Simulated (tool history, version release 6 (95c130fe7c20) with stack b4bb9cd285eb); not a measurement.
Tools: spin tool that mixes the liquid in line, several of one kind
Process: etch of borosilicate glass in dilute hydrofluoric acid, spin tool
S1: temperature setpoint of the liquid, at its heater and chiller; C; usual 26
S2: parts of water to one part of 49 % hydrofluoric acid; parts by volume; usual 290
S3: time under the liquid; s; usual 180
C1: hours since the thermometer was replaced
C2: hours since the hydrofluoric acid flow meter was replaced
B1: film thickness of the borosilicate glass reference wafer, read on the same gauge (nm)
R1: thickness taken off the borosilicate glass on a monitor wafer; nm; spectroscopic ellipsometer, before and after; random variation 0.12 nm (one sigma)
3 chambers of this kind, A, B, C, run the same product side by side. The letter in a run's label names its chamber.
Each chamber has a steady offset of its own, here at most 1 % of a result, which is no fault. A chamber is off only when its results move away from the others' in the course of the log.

| run | hour | S1 | S2 | S3 | C1 | C2 | B1 | R1 |
|---|---|---|---|---|---|---|---|---|
| 1C | 12.4 | 26 | 290 | 180 | 41.8 | 233.2 | 79.987 | 12.0370 |
| 2A | 22.1 | 26 | 290 | 180 | 973.5 | 169.0 | 80.010 | 12.0090 |
| 3B | 29.5 | 26 | 290 | 180 | 1180.7 | 1393.0 | 79.995 | 11.9680 |
| 4C | 38.9 | 26 | 290 | 180 | 68.3 | 259.7 | 80.006 | 12.0830 |
| 5A | 49.2 | 26 | 290 | 180 | 1000.6 | 196.1 | 80.021 | 12.1740 |
| 6B | 56.6 | 26 | 290 | 180 | 1207.8 | 1420.1 | 79.981 | 11.8110 |
| 7C | 66.8 | 26 | 290 | 180 | 96.2 | 287.6 | 79.996 | 12.1130 |
| 8B | 76.3 | 26 | 290 | 180 | 1227.5 | 1439.8 | 79.969 | 12.1360 |
| 9A | 88.5 | 26 | 290 | 180 | 1039.9 | 235.4 | 80.014 | 12.0830 |
| 10B | 97.2 | 26 | 290 | 265 | 1248.4 | 1460.7 | 79.994 | 17.4840 |
| 11A | 109.1 | 26 | 290 | 265 | 1060.5 | 256.0 | 79.987 | 17.7500 |
| 12C | 117.6 | 26 | 290 | 265 | 147.0 | 338.4 | 80.038 | 18.0020 |
| 13C | 128.1 | 26 | 290 | 180 | 157.5 | 348.9 | 80.011 | 12.1230 |
| 14A | 137.9 | 26 | 290 | 180 | 1089.3 | 284.8 | 79.991 | 12.1160 |
| 15B | 150.9 | 26 | 290 | 180 | 1302.1 | 1514.4 | 80.024 | 11.9580 |
|  | 159.1 | chamber B: hydrofluoric acid flow meter replaced |
| 16B | 159.2 | 26 | 290 | 180 | 1310.4 | 0.2 | 80.004 | 12.1790 |
| 17A | 169.3 | 26 | 410 | 180 | 1120.7 | 316.2 | 80.022 | 7.5993 |
| 18C | 180.8 | 26 | 410 | 180 | 210.2 | 401.6 | 79.977 | 7.8126 |
| 19A | 189.6 | 26 | 410 | 180 | 1141.0 | 336.5 | 79.981 | 7.7443 |
| 20C | 202.9 | 26 | 370 | 105 | 232.3 | 423.7 | 79.993 | 5.2179 |
| 21B | 211.7 | 26 | 370 | 105 | 1362.9 | 52.7 | 79.983 | 5.1118 |
| 22A | 220.6 | 26 | 370 | 105 | 1172.0 | 367.5 | 79.991 | 5.0628 |
| 23C | 227.5 | 26 | 290 | 180 | 256.9 | 448.3 | 79.995 | 12.4520 |
| 24B | 241.2 | 26 | 290 | 180 | 1392.4 | 82.2 | 80.016 | 12.2170 |
| 25C | 254.5 | 26 | 290 | 180 | 283.9 | 475.3 | 80.043 | 12.5610 |
| 26B | 263.1 | 26 | 290 | 180 | 1414.3 | 104.1 | 79.980 | 12.1130 |
| 27A | 276.3 | 26 | 290 | 180 | 1227.7 | 423.2 | 79.975 | 11.8960 |
| 28C | 284.5 | 26 | 290 | 180 | 313.9 | 505.3 | 79.991 | 12.6080 |
| 29B | 293.8 | 26 | 290 | 180 | 1445.0 | 134.8 | 80.022 | 11.9970 |
| 30A | 306.2 | 26 | 290 | 180 | 1257.6 | 453.1 | 79.980 | 12.1300 |
| 31B | 316.2 | 26 | 290 | 180 | 1467.4 | 157.2 | 80.051 | 11.9720 |
| 32C | 322.1 | 26 | 290 | 180 | 351.5 | 542.9 | 79.993 | 12.9170 |
| 33A | 331.3 | 26 | 290 | 180 | 1282.7 | 478.2 | 79.987 | 12.0750 |
| 34A | 339.6 | 26 | 290 | 180 | 1291.0 | 486.5 | 79.991 | 12.3080 |
| 35B | 348.8 | 26 | 290 | 180 | 1500.0 | 189.8 | 79.972 | 11.9620 |
| 36C | 360.3 | 26 | 290 | 180 | 389.7 | 581.1 | 80.024 | 13.0290 |
|  | 365.8 | chamber B: thermometer replaced |
| 37B | 369.3 | 26 | 290 | 180 | 3.5 | 210.3 | 80.008 | 12.1290 |

Is one chamber off against the others, does the gauge drift, or is nothing wrong? If a chamber is off, say which, and what the likeliest cause is.

Chamber C drifts away from the others.
Cause: hydrofluoric acid flow above the setpoint (%) = 6.44.
The log may not tell that from: liquid hotter than its thermometer reads (K).

Here are 4 candidates for chamber C's next run, each the usual settings with a change, their results left as question marks. Which one brings its results back in line with what the others give on the usual settings?
In line means no further than this from the other chambers' mean on the usual settings: R1 0.4200 nm
| 38C-1 | 379.2 | 26 | 295 | 180 |  |  |  | ? |
| 38C-2 | 379.2 | 26 | 285 | 180 |  |  |  | ? |
| 38C-3 | 379.2 | 26 | 280 | 185 |  |  |  | ? |
| 38C-4 | 379.2 | 26 | 310 | 180 |  |  |  | ? |

The other chambers' mean on the usual settings: R1 12.0630 nm
| run | R1 |
|---|---|
| 38C-1 | 12.8550 |
| 38C-2 | 13.4280 |
| 38C-3 | 14.1130 |
| 38C-4 | 12.0690 |
38C-4 brings the chamber back in line.
